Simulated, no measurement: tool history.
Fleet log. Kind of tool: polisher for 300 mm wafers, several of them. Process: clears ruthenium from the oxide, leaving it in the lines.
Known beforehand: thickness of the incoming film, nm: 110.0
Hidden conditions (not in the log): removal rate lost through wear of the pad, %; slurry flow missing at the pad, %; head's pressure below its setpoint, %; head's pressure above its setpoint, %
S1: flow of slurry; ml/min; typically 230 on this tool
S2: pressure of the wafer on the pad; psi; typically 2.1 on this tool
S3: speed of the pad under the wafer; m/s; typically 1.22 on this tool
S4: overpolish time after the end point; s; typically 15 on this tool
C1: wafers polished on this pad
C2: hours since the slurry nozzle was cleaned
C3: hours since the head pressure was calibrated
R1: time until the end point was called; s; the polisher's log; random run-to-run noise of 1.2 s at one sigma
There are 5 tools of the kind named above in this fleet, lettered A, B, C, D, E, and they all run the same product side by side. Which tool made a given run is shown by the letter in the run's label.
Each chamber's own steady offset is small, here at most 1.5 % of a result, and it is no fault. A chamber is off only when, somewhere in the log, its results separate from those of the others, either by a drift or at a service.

run,hour,S1,S2,S3,S4,C1,C2,C3,R1
1C,5.9,230,2.1,1.22,15,601,84.8,219.6,81.947
# hour 7.1: chamber A: worn pad replaced by a new one
2B,11.3,230,2.1,1.22,15,164,272.7,141.3,80.694
# hour 13.4: chamber C: worn pad replaced by a new one
3A,15.2,230,2.1,1.22,15,82,208.1,253.7,79.692
# hour 15.8: chamber E: worn pad replaced by a new one
4D,21.7,230,2.1,1.22,15,1052,383.7,448.4,80.054
5E,28.6,230,1.8,0.92,15,129,152.5,263.4,123.270
# hour 33.2: chamber D: worn pad replaced by a new one
6E,34.5,230,1.8,0.92,15,189,158.4,269.3,125.160
7B,39.3,230,1.8,0.92,15,447,300.7,169.3,123.220
# hour 42.7: chamber D: slurry nozzle cleaned
8D,44.7,230,1.8,0.92,15,116,2.0,471.4,125.250
9C,52.0,230,1.8,0.92,15,390,130.9,265.7,126.340
10A,60.3,230,2.1,1.22,15,537,253.2,298.8,81.827
# hour 61.7: chamber E: slurry nozzle cleaned
11C,68.4,230,2.1,1.22,15,555,147.3,282.1,83.199
12D,76.3,195,2.1,1.22,15,435,33.6,503.0,82.472
# hour 79.8: chamber A: worn pad replaced by a new one
13A,85.2,195,2.1,1.22,15,54,278.1,323.7,84.722
# hour 88.4: chamber C: worn pad replaced by a new one
# hour 88.5: chamber B: slurry nozzle cleaned
14B,91.2,195,2.1,1.22,15,970,2.7,221.2,84.260
15E,97.8,195,2.1,1.22,15,827,36.2,332.6,82.278
# hour 101.9: chamber C: head pressure recalibrated
16C,104.4,195,2.1,1.22,15,161,183.3,2.6,85.132
17A,111.3,230,2.1,1.22,15,318,304.2,349.8,81.885
18E,119.3,155,2.1,0.88,15,1044,57.7,354.1,118.810
19B,126.1,155,2.1,0.88,15,1322,37.6,256.1,118.230
20D,130.6,155,2.1,0.88,15,983,87.9,557.3,118.440
# hour 131.3: chamber B: worn pad replaced by a new one
21E,137.4,155,2.1,0.88,15,1227,75.8,372.2,118.760
22A,141.2,155,2.1,0.88,15,619,334.1,379.7,121.070
23B,146.9,230,2.1,1.22,15,157,58.4,276.9,80.578
# hour 149.0: chamber E: worn pad replaced by a new one
# hour 150.6: chamber C: worn pad replaced by a new one
# hour 151.9: chamber A: worn pad replaced by a new one
24D,152.1,230,2.1,1.22,15,1199,109.4,578.8,81.547
25C,160.3,230,2.1,1.22,15,97,239.2,58.5,82.820
26C,167.6,230,2.1,1.22,15,171,246.5,65.8,82.105
# hour 171.7: chamber D: worn pad replaced by a new one
27B,173.2,230,2.1,1.22,15,423,84.7,303.2,78.773
28A,177.5,230,2.1,1.02,15,258,370.4,416.0,96.717
29E,182.5,230,2.1,1.02,15,338,120.9,417.3,98.162
30D,187.3,230,2.1,1.02,15,157,144.6,614.0,95.247
31D,195.4,230,2.1,1.02,15,239,152.7,622.1,98.844
32A,202.1,230,2.1,1.02,15,507,395.0,440.6,97.669
33B,206.9,230,2.1,1.22,15,763,118.4,336.9,78.651
# hour 213.6: chamber A: worn pad replaced by a new one
34E,214.4,230,2.1,1.22,15,660,152.8,449.2,79.574
# hour 217.1: chamber C: worn pad replaced by a new one
# hour 217.7: chamber B: head pressure recalibrated
35C,219.9,230,2.1,1.22,15,29,298.8,118.1,80.468
36A,226.7,230,2.1,1.22,15,132,419.6,465.2,82.679
37D,233.2,230,2.1,1.22,15,620,190.5,659.9,82.320
38C,240.3,285,1.5,1.22,15,235,319.2,138.5,112.130
39B,248.3,285,1.5,1.22,15,1180,159.8,30.7,112.660

All chambers now run identical settings, listed one chamber a line with results as question marks. What results will each chamber show?
40A,254.7,230,2.1,1.22,15,,,,?
40B,254.7,230,2.1,1.22,15,,,,?
40C,254.7,230,2.1,1.22,15,,,,?
40D,254.7,230,2.1,1.22,15,,,,?
40E,254.7,230,2.1,1.22,15,,,,?

run,R1
40A,79.827
40B,82.932
40C,79.512
40D,81.297
40E,82.007
